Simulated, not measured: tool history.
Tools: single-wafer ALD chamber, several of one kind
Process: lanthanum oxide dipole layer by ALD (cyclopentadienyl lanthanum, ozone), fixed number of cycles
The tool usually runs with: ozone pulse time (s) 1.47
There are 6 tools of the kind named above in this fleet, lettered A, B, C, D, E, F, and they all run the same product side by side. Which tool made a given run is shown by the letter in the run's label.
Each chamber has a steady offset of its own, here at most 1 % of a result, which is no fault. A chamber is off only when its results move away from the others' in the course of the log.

| run | hour | ozone pulse time (s) | read-back reference wafer on the same gauge, thickness_nm | mean film thickness on the monitor wafer (Å) |
|---|---|---|---|---|
| 1C | 9.7 | 1.47 | 0.45010 | 5.4764 |
| 2A | 18.9 | 1.47 | 0.44965 | 5.4983 |
| 3E | 31.3 | 1.47 | 0.45014 | 5.4498 |
|  | 36.8 | chamber C: ozone generator serviced |
| 4F | 44.1 | 1.47 | 0.45045 | 5.4972 |
| 5D | 56.5 | 1.47 | 0.45021 | 5.4767 |
| 6B | 66.9 | 1.47 | 0.45018 | 5.4708 |
| 7F | 77.2 | 0.90 | 0.45021 | 4.9158 |
| 8A | 85.9 | 0.90 | 0.44989 | 4.8367 |
| 9B | 92.4 | 0.90 | 0.44996 | 4.8222 |
| 10C | 98.7 | 0.90 | 0.45000 | 4.7864 |
| 11E | 106.0 | 0.90 | 0.44990 | 4.8013 |
| 12D | 113.9 | 0.90 | 0.44992 | 4.7766 |
| 13B | 122.8 | 1.47 | 0.44971 | 5.5156 |
| 14D | 132.8 | 1.47 | 0.44983 | 5.4764 |
| 15A | 139.9 | 1.47 | 0.45001 | 5.5198 |
| 16F | 148.4 | 0.96 | 0.45003 | 4.9445 |
| 17C | 162.2 | 0.96 | 0.45019 | 4.8909 |
| 18E | 172.7 | 0.96 | 0.44982 | 4.9149 |
| 19D | 183.9 | 0.96 | 0.45026 | 4.9092 |
| 20B | 193.4 | 0.96 | 0.45011 | 4.9658 |
| 21A | 207.0 | 0.96 | 0.44998 | 4.9953 |
| 22F | 213.4 | 1.04 | 0.44988 | 5.0117 |
| 23C | 227.4 | 1.04 | 0.45025 | 5.0381 |
| 24E | 238.6 | 1.04 | 0.44985 | 5.0369 |
| 25B | 247.8 | 1.04 | 0.45014 | 5.0740 |
| 26A | 260.8 | 1.04 | 0.44948 | 5.1091 |
|  | 267.2 | chamber E: ozone generator serviced |
| 27D | 274.2 | 1.04 | 0.44974 | 4.9951 |
| 28C | 288.5 | 1.47 | 0.45012 | 5.4859 |
| 29F | 296.3 | 1.04 | 0.44993 | 4.9509 |
| 30E | 304.7 | 1.04 | 0.45042 | 5.0572 |
| 31B | 317.5 | 1.04 | 0.44993 | 5.0820 |
| 32C | 332.0 | 1.04 | 0.45000 | 5.0440 |
| 33A | 342.4 | 1.04 | 0.45025 | 5.0889 |
| 34E | 354.3 | 1.04 | 0.44942 | 5.0697 |
| 35D | 360.9 | 1.47 | 0.44988 | 5.4552 |
| 36F | 368.3 | 0.91 | 0.44958 | 4.6844 |
| 37F | 380.0 | 0.91 | 0.44993 | 4.6403 |
| 38C | 391.6 | 0.91 | 0.45024 | 4.8326 |
| 39D | 397.9 | 0.91 | 0.45003 | 4.8083 |
| 40A | 409.9 | 0.91 | 0.45027 | 4.8806 |
| 41B | 421.0 | 0.91 | 0.45017 | 4.8538 |

Read the log: is a single chamber off, either drifting away or since a service, is the gauge that measures every chamber drifting, or is nothing wrong beyond small per-chamber offsets? Name any odd chamber and what most likely caused it.

Little by little, chamber F moves away from the other chambers.
Likeliest cause: ozone dose below that of a generator just serviced (%) = 14.4.

Which of the 4 candidates below, each the usual settings with something changed and its results left as question marks, puts chamber F back in line with what the other chambers give on the usual settings?
Allowed miss from the other chambers' usual-settings mean, per result, to count as in line: mean film thickness on the monitor wafer (Å) 0.0670
| 42F-1 | 431.4 | 1.23 |  | ? |
| 42F-2 | 431.4 | 1.65 |  | ? |
| 42F-3 | 431.4 | 1.93 |  | ? |
| 42F-4 | 431.4 | 1.29 |  | ? |

Average result of the remaining chambers running the usual settings: mean film thickness on the monitor wafer (Å) 5.4858
| run | mean film thickness on the monitor wafer (Å) |
|---|---|
| 42F-1 | 5.1113 |
| 42F-2 | 5.4615 |
| 42F-3 | 5.5900 |
| 42F-4 | 5.1776 |
42F-2 is the one that brings the chamber's results back in line with the other chambers.

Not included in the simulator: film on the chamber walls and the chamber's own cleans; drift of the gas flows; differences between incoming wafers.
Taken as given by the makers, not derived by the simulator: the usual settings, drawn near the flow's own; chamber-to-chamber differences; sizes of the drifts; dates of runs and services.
